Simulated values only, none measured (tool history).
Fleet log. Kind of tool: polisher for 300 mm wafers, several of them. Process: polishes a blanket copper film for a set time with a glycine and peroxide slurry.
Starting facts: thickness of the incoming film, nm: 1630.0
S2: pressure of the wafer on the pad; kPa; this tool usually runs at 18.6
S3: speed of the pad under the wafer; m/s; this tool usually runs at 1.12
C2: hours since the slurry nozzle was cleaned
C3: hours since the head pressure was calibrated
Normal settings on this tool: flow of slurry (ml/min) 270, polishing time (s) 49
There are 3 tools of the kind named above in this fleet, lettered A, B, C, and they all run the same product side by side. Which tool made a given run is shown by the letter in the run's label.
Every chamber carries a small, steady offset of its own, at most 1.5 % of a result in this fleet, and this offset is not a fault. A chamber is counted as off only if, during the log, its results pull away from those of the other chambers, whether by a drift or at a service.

{"run": "1B", "hour": 2.6, "flow of slurry (ml/min)": 270, "S2": 18.6, "S3": 1.12, "polishing time (s)": 49, "wafers polished on this pad": 688, "C2": 165.8, "C3": 213.6, "film removed (nm)": 297.61}
{"run": "2C", "hour": 5.4, "flow of slurry (ml/min)": 270, "S2": 18.6, "S3": 1.12, "polishing time (s)": 49, "wafers polished on this pad": 81, "C2": 8.1, "C3": 526.7, "film removed (nm)": 290.83}
{"run": "3A", "hour": 9.5, "flow of slurry (ml/min)": 270, "S2": 18.6, "S3": 1.12, "polishing time (s)": 49, "wafers polished on this pad": 1010, "C2": 274.3, "C3": 465.7, "film removed (nm)": 302.71}
{"run": "4C", "hour": 13.2, "flow of slurry (ml/min)": 270, "S2": 18.6, "S3": 1.12, "polishing time (s)": 49, "wafers polished on this pad": 158, "C2": 15.9, "C3": 534.5, "film removed (nm)": 295.96}
{"run": "5B", "hour": 17.6, "flow of slurry (ml/min)": 360, "S2": 18.6, "S3": 1.12, "polishing time (s)": 60, "wafers polished on this pad": 835, "C2": 180.8, "C3": 228.6, "film removed (nm)": 372.79}
{"hour": 20.7, "done": "chamber A: worn pad replaced by a new one"}
{"run": "6A", "hour": 21.2, "flow of slurry (ml/min)": 360, "S2": 18.6, "S3": 1.12, "polishing time (s)": 60, "wafers polished on this pad": 5, "C2": 286, "C3": 477.4, "film removed (nm)": 367.29}
{"run": "7B", "hour": 24.4, "flow of slurry (ml/min)": 360, "S2": 18.6, "S3": 1.12, "polishing time (s)": 60, "wafers polished on this pad": 902, "C2": 187.6, "C3": 235.4, "film removed (nm)": 380.5}
{"run": "8A", "hour": 27.7, "flow of slurry (ml/min)": 270, "S2": 18.6, "S3": 1.12, "polishing time (s)": 49, "wafers polished on this pad": 69, "C2": 292.5, "C3": 483.9, "film removed (nm)": 292.4}
{"run": "9C", "hour": 32.6, "flow of slurry (ml/min)": 270, "S2": 18.6, "S3": 1.12, "polishing time (s)": 49, "wafers polished on this pad": 348, "C2": 35.3, "C3": 553.9, "film removed (nm)": 289.7}
{"run": "10B", "hour": 35.0, "flow of slurry (ml/min)": 270, "S2": 18.6, "S3": 1.12, "polishing time (s)": 49, "wafers polished on this pad": 1006, "C2": 198.2, "C3": 246, "film removed (nm)": 299.72}
{"run": "11C", "hour": 37.4, "flow of slurry (ml/min)": 270, "S2": 18.6, "S3": 1.12, "polishing time (s)": 49, "wafers polished on this pad": 395, "C2": 40.1, "C3": 558.7, "film removed (nm)": 291.46}
{"run": "12A", "hour": 39.9, "flow of slurry (ml/min)": 270, "S2": 18.6, "S3": 1.12, "polishing time (s)": 49, "wafers polished on this pad": 188, "C2": 304.7, "C3": 496.1, "film removed (nm)": 297.5}
{"run": "13C", "hour": 44.5, "flow of slurry (ml/min)": 270, "S2": 18.6, "S3": 1.12, "polishing time (s)": 49, "wafers polished on this pad": 465, "C2": 47.2, "C3": 565.8, "film removed (nm)": 290.71}
{"run": "14A", "hour": 47.6, "flow of slurry (ml/min)": 270, "S2": 18.6, "S3": 1.12, "polishing time (s)": 49, "wafers polished on this pad": 264, "C2": 312.4, "C3": 503.8, "film removed (nm)": 304.23}
{"run": "15B", "hour": 51.5, "flow of slurry (ml/min)": 270, "S2": 18.6, "S3": 1.12, "polishing time (s)": 33, "wafers polished on this pad": 1167, "C2": 214.7, "C3": 262.5, "film removed (nm)": 189.26}
{"run": "16A", "hour": 54.1, "flow of slurry (ml/min)": 270, "S2": 18.6, "S3": 1.12, "polishing time (s)": 33, "wafers polished on this pad": 327, "C2": 318.9, "C3": 510.3, "film removed (nm)": 201.17}
{"run": "17B", "hour": 57.2, "flow of slurry (ml/min)": 270, "S2": 18.6, "S3": 1.12, "polishing time (s)": 33, "wafers polished on this pad": 1223, "C2": 220.4, "C3": 268.2, "film removed (nm)": 186.58}
{"run": "18C", "hour": 59.5, "flow of slurry (ml/min)": 270, "S2": 18.6, "S3": 1.12, "polishing time (s)": 49, "wafers polished on this pad": 612, "C2": 62.2, "C3": 580.8, "film removed (nm)": 292.12}
{"run": "19A", "hour": 61.7, "flow of slurry (ml/min)": 270, "S2": 18.6, "S3": 1.12, "polishing time (s)": 49, "wafers polished on this pad": 402, "C2": 326.5, "C3": 517.9, "film removed (nm)": 292.76}
{"run": "20B", "hour": 64.3, "flow of slurry (ml/min)": 300, "S2": 18.6, "S3": 0.82, "polishing time (s)": 49, "wafers polished on this pad": 1293, "C2": 227.5, "C3": 275.3, "film removed (nm)": 218.24}

Next, every chamber runs the same settings. What will each give?
{"run": "21A", "hour": 68.0, "flow of slurry (ml/min)": 345, "S2": 18.6, "S3": 1.12, "polishing time (s)": 49, "film removed (nm)": "?"}
{"run": "21B", "hour": 68.0, "flow of slurry (ml/min)": 345, "S2": 18.6, "S3": 1.12, "polishing time (s)": 49, "film removed (nm)": "?"}
{"run": "21C", "hour": 68.0, "flow of slurry (ml/min)": 345, "S2": 18.6, "S3": 1.12, "polishing time (s)": 49, "film removed (nm)": "?"}

run=21A film_removed_(nm)=300.25
run=21B film_removed_(nm)=281.99
run=21C film_removed_(nm)=304.45
